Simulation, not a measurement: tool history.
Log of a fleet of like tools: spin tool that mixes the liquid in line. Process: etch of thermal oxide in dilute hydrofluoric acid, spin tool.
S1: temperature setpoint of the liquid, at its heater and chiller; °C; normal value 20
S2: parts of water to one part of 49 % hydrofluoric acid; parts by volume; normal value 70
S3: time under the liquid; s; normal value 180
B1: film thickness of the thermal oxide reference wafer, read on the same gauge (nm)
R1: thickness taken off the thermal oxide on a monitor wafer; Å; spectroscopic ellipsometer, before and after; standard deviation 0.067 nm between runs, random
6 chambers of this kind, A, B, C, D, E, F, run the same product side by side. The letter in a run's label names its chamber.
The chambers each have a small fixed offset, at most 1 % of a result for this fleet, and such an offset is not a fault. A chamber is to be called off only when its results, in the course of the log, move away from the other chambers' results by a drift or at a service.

{"run": "1A", "day": 0.467, "S1": 20, "S2": 70, "S3": 180, "B1": 89.993, "R1": 101.81}
{"run": "2C", "day": 0.692, "S1": 20, "S2": 70, "S3": 180, "B1": 89.998, "R1": 101.76}
{"run": "3D", "day": 1.15, "S1": 20, "S2": 70, "S3": 180, "B1": 90.006, "R1": 103.75}
{"run": "4B", "day": 1.392, "S1": 20, "S2": 70, "S3": 180, "B1": 89.986, "R1": 103.25}
{"run": "5E", "day": 1.638, "S1": 20, "S2": 70, "S3": 180, "B1": 89.964, "R1": 101.92}
{"run": "6F", "day": 1.971, "S1": 20, "S2": 70, "S3": 180, "B1": 89.993, "R1": 102.51}
{"run": "7A", "day": 2.358, "S1": 20, "S2": 70, "S3": 180, "B1": 89.991, "R1": 101.37}
{"run": "8E", "day": 2.7, "S1": 20, "S2": 70, "S3": 180, "B1": 89.966, "R1": 102.9}
{"run": "9F", "day": 3.154, "S1": 20, "S2": 70, "S3": 85, "B1": 89.996, "R1": 48.398}
{"run": "10D", "day": 3.496, "S1": 20, "S2": 70, "S3": 85, "B1": 90.002, "R1": 48.344}
{"run": "11C", "day": 3.908, "S1": 20, "S2": 70, "S3": 85, "B1": 90.017, "R1": 48.509}
{"run": "12B", "day": 4.346, "S1": 20, "S2": 70, "S3": 85, "B1": 90.008, "R1": 48.71}
{"run": "13B", "day": 4.675, "S1": 20, "S2": 70, "S3": 85, "B1": 90.009, "R1": 48.332}
{"run": "14F", "day": 5.004, "S1": 20, "S2": 70, "S3": 85, "B1": 90.014, "R1": 48.096}
{"run": "15A", "day": 5.412, "S1": 20, "S2": 70, "S3": 180, "B1": 90, "R1": 100.97}
{"run": "16C", "day": 5.821, "S1": 20, "S2": 70, "S3": 180, "B1": 89.994, "R1": 102.33}
{"run": "17D", "day": 6.133, "S1": 20, "S2": 70, "S3": 180, "B1": 90.006, "R1": 103.36}
{"run": "18E", "day": 6.379, "S1": 20, "S2": 70, "S3": 180, "B1": 90.031, "R1": 101.88}
{"run": "19C", "day": 6.746, "S1": 20, "S2": 70, "S3": 245, "B1": 89.986, "R1": 139.71}
{"run": "20F", "day": 6.992, "S1": 20, "S2": 70, "S3": 245, "B1": 90.011, "R1": 137.38}
{"run": "21B", "day": 7.388, "S1": 20, "S2": 70, "S3": 245, "B1": 89.999, "R1": 141.14}
{"run": "22E", "day": 7.738, "S1": 20, "S2": 70, "S3": 245, "B1": 89.981, "R1": 138.46}
{"run": "23A", "day": 8.2, "S1": 20, "S2": 70, "S3": 245, "B1": 90.005, "R1": 137.65}
{"run": "24D", "day": 8.446, "S1": 20, "S2": 70, "S3": 245, "B1": 90.006, "R1": 139.98}
{"run": "25D", "day": 8.812, "S1": 20, "S2": 70, "S3": 180, "B1": 90.008, "R1": 103.62}
{"run": "26E", "day": 9.2, "S1": 20, "S2": 70, "S3": 180, "B1": 89.994, "R1": 103.19}
{"run": "27C", "day": 9.471, "S1": 20, "S2": 70, "S3": 180, "B1": 90.007, "R1": 102.37}
{"run": "28A", "day": 9.925, "S1": 20, "S2": 70, "S3": 180, "B1": 89.991, "R1": 101.42}
{"run": "29B", "day": 10.167, "S1": 24, "S2": 70, "S3": 140, "B1": 90.022, "R1": 94.798}
{"run": "30F", "day": 10.475, "S1": 24, "S2": 70, "S3": 140, "B1": 89.986, "R1": 90.356}
{"run": "31D", "day": 10.925, "S1": 24, "S2": 70, "S3": 140, "B1": 90.005, "R1": 93.704}
{"run": "32C", "day": 11.225, "S1": 24, "S2": 70, "S3": 140, "B1": 90.001, "R1": 95.147}
{"run": "33A", "day": 11.529, "S1": 24, "S2": 70, "S3": 140, "B1": 90.008, "R1": 92.004}
{"day": 11.796, "done": "chamber E: hydrofluoric acid flow meter replaced"}
{"run": "34B", "day": 11.892, "S1": 24, "S2": 70, "S3": 140, "B1": 89.975, "R1": 94.984}
{"run": "35F", "day": 12.204, "S1": 20, "S2": 70, "S3": 180, "B1": 89.985, "R1": 97.054}
{"day": 12.271, "done": "chamber D: hydrofluoric acid flow meter replaced"}
{"run": "36E", "day": 12.479, "S1": 20, "S2": 70, "S3": 180, "B1": 90.01, "R1": 100.92}
{"run": "37F", "day": 12.958, "S1": 18.5, "S2": 95, "S3": 180, "B1": 90.008, "R1": 64.448}
{"run": "38E", "day": 13.204, "S1": 18.5, "S2": 95, "S3": 180, "B1": 90.024, "R1": 69.148}
{"run": "39A", "day": 13.429, "S1": 18.5, "S2": 95, "S3": 180, "B1": 90.011, "R1": 68.163}
{"run": "40D", "day": 13.767, "S1": 18.5, "S2": 95, "S3": 180, "B1": 89.99, "R1": 69.4}
{"run": "41B", "day": 14.158, "S1": 18.5, "S2": 95, "S3": 180, "B1": 90.024, "R1": 69.257}
{"run": "42C", "day": 14.608, "S1": 18.5, "S2": 95, "S3": 180, "B1": 90.007, "R1": 68.58}
{"run": "43A", "day": 14.946, "S1": 20, "S2": 70, "S3": 230, "B1": 90.001, "R1": 129.06}

Is one chamber off against the others, does the gauge drift, or is nothing wrong? If a chamber is off, say which, and what the likeliest cause is.

Little by little, chamber F moves away from the other chambers.
What lies behind it: liquid colder than its thermometer reads (K) = 1.57.
The log may not tell that from: hydrofluoric acid flow below the setpoint (%).

Here are 4 candidates for chamber F's next run, each the usual settings with a change, their results left as question marks. Which one brings its results back in line with what the others give on the usual settings?
In line means no further than this from the other chambers' mean on the usual settings: R1 2.3 Å
{"run": "44F-1", "day": 15.288, "S1": 20, "S2": 70, "S3": 200, "R1": "?"}
{"run": "44F-2", "day": 15.288, "S1": 21.5, "S2": 70, "S3": 180, "R1": "?"}
{"run": "44F-3", "day": 15.288, "S1": 20, "S2": 70, "S3": 160, "R1": "?"}
{"run": "44F-4", "day": 15.288, "S1": 20, "S2": 70, "S3": 170, "R1": "?"}

Average result of the remaining chambers running the usual settings: R1 102.26 Å
run=44F-1 R1=106.94
run=44F-2 R1=102.61
run=44F-3 R1=85.548
run=44F-4 R1=90.895
44F-2 brings the chamber back in line.
